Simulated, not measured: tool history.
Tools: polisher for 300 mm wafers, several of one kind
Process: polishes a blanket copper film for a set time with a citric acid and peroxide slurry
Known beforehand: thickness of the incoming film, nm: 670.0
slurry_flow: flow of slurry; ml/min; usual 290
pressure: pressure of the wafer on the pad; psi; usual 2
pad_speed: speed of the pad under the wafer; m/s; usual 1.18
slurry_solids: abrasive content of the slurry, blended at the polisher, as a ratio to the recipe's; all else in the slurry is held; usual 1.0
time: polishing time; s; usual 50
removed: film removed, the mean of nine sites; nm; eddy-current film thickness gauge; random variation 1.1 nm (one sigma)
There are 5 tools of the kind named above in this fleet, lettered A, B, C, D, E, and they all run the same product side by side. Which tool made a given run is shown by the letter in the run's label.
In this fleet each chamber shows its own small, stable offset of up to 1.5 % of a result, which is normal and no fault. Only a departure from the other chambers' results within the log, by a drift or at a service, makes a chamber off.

| run | day | slurry_flow | pressure | pad_speed | slurry_solids | time | removed |
|---|---|---|---|---|---|---|---|
|  | 0.354 | chamber E: worn pad replaced by a new one |
|  | 0.467 | chamber E: slurry nozzle cleaned |
| 1A | 0.588 | 290 | 2 | 1.18 | 1.0 | 50 | 80.136 |
|  | 0.867 | chamber C: worn pad replaced by a new one |
|  | 0.975 | chamber D: worn pad replaced by a new one |
| 2E | 1.138 | 290 | 2 | 1.18 | 1.0 | 50 | 78.347 |
|  | 1.204 | chamber C: slurry blender recalibrated |
|  | 1.333 | chamber B: slurry blender recalibrated |
| 3C | 1.783 | 290 | 2 | 1.18 | 1.0 | 50 | 77.737 |
| 4D | 2.304 | 290 | 2 | 1.18 | 1.0 | 50 | 78.534 |
| 5B | 2.938 | 290 | 2 | 1.18 | 1.0 | 50 | 78.261 |
|  | 3.171 | chamber E: head pressure recalibrated |
| 6D | 3.238 | 290 | 2 | 1.18 | 1.0 | 50 | 79.118 |
|  | 3.512 | chamber C: head pressure recalibrated |
|  | 3.625 | chamber A: worn pad replaced by a new one |
| 7A | 3.821 | 290 | 2 | 1.18 | 1.0 | 50 | 80.710 |
| 8E | 4.417 | 290 | 2 | 1.18 | 1.0 | 50 | 79.982 |
| 9B | 4.779 | 290 | 2 | 1.18 | 1.0 | 50 | 80.098 |
|  | 5.200 | chamber B: worn pad replaced by a new one |
| 10C | 5.229 | 290 | 2 | 1.18 | 1.0 | 50 | 79.085 |
| 11E | 5.533 | 290 | 2 | 1.18 | 1.0 | 50 | 79.387 |
| 12B | 5.925 | 290 | 2 | 1.18 | 1.0 | 50 | 81.304 |
| 13D | 6.492 | 290 | 2 | 1.18 | 1.0 | 50 | 77.740 |
|  | 6.529 | chamber C: worn pad replaced by a new one |
|  | 6.888 | chamber D: worn pad replaced by a new one |
| 14C | 7.138 | 290 | 2 | 1.18 | 1.0 | 50 | 79.185 |
|  | 7.308 | chamber A: worn pad replaced by a new one |
|  | 7.479 | chamber D: slurry blender recalibrated |
| 15A | 7.558 | 290 | 2 | 1.18 | 1.2 | 50 | 86.042 |
|  | 7.675 | chamber A: slurry blender recalibrated |
| 16C | 8.088 | 290 | 2 | 1.18 | 1.2 | 50 | 82.385 |
|  | 8.133 | chamber E: worn pad replaced by a new one |
|  | 8.329 | chamber B: slurry blender recalibrated |
| 17D | 8.696 | 290 | 2 | 1.18 | 1.2 | 50 | 84.100 |
| 18A | 9.012 | 290 | 2 | 1.18 | 1.2 | 50 | 87.689 |
|  | 9.600 | chamber E: slurry blender recalibrated |
| 19E | 9.675 | 290 | 2 | 1.18 | 1.2 | 50 | 85.140 |
| 20B | 10.029 | 380 | 2 | 1.18 | 1.0 | 50 | 84.399 |
|  | 10.046 | chamber A: slurry nozzle cleaned |
|  | 10.683 | chamber B: worn pad replaced by a new one |
| 21D | 10.688 | 380 | 2 | 1.18 | 1.0 | 50 | 80.948 |
| 22C | 11.083 | 380 | 2 | 1.18 | 1.0 | 50 | 80.515 |
| 23A | 11.496 | 380 | 2 | 1.18 | 1.0 | 50 | 87.654 |
|  | 11.883 | chamber A: worn pad replaced by a new one |
|  | 11.929 | chamber C: slurry blender recalibrated |
| 24B | 12.121 | 380 | 2 | 1.18 | 1.0 | 50 | 80.897 |
| 25E | 12.458 | 290 | 2 | 1.18 | 1.0 | 50 | 79.704 |
|  | 12.554 | chamber C: worn pad replaced by a new one |
| 26B | 13.117 | 290 | 2 | 1.18 | 1.0 | 50 | 81.287 |
|  | 13.288 | chamber D: worn pad replaced by a new one |
| 27D | 13.792 | 290 | 2 | 1.18 | 1.0 | 50 | 82.014 |
| 28E | 14.208 | 290 | 2 | 1.18 | 1.0 | 50 | 81.167 |
|  | 14.217 | chamber B: head pressure recalibrated |
|  | 14.675 | chamber E: slurry nozzle cleaned |
| 29A | 14.762 | 290 | 2 | 1.18 | 1.0 | 50 | 88.015 |
| 30C | 15.254 | 290 | 2 | 0.88 | 1.3 | 50 | 62.886 |
| 31E | 15.583 | 290 | 2 | 0.88 | 1.3 | 50 | 61.753 |
|  | 15.788 | chamber B: slurry nozzle cleaned |
| 32B | 16.083 | 290 | 2 | 0.88 | 1.3 | 50 | 63.276 |
| 33C | 16.688 | 290 | 2 | 0.88 | 1.3 | 50 | 62.547 |

The same settings go to every chamber for the next run, one line per chamber below. Forecast the results for each:
| 34A | 17.183 | 325 | 2 | 1.18 | 1.0 | 50 | ? |
| 34B | 17.183 | 325 | 2 | 1.18 | 1.0 | 50 | ? |
| 34C | 17.183 | 325 | 2 | 1.18 | 1.0 | 50 | ? |
| 34D | 17.183 | 325 | 2 | 1.18 | 1.0 | 50 | ? |
| 34E | 17.183 | 325 | 2 | 1.18 | 1.0 | 50 | ? |

| run | removed |
|---|---|
| 34A | 89.143 |
| 34B | 82.116 |
| 34C | 80.818 |
| 34D | 80.357 |
| 34E | 80.449 |

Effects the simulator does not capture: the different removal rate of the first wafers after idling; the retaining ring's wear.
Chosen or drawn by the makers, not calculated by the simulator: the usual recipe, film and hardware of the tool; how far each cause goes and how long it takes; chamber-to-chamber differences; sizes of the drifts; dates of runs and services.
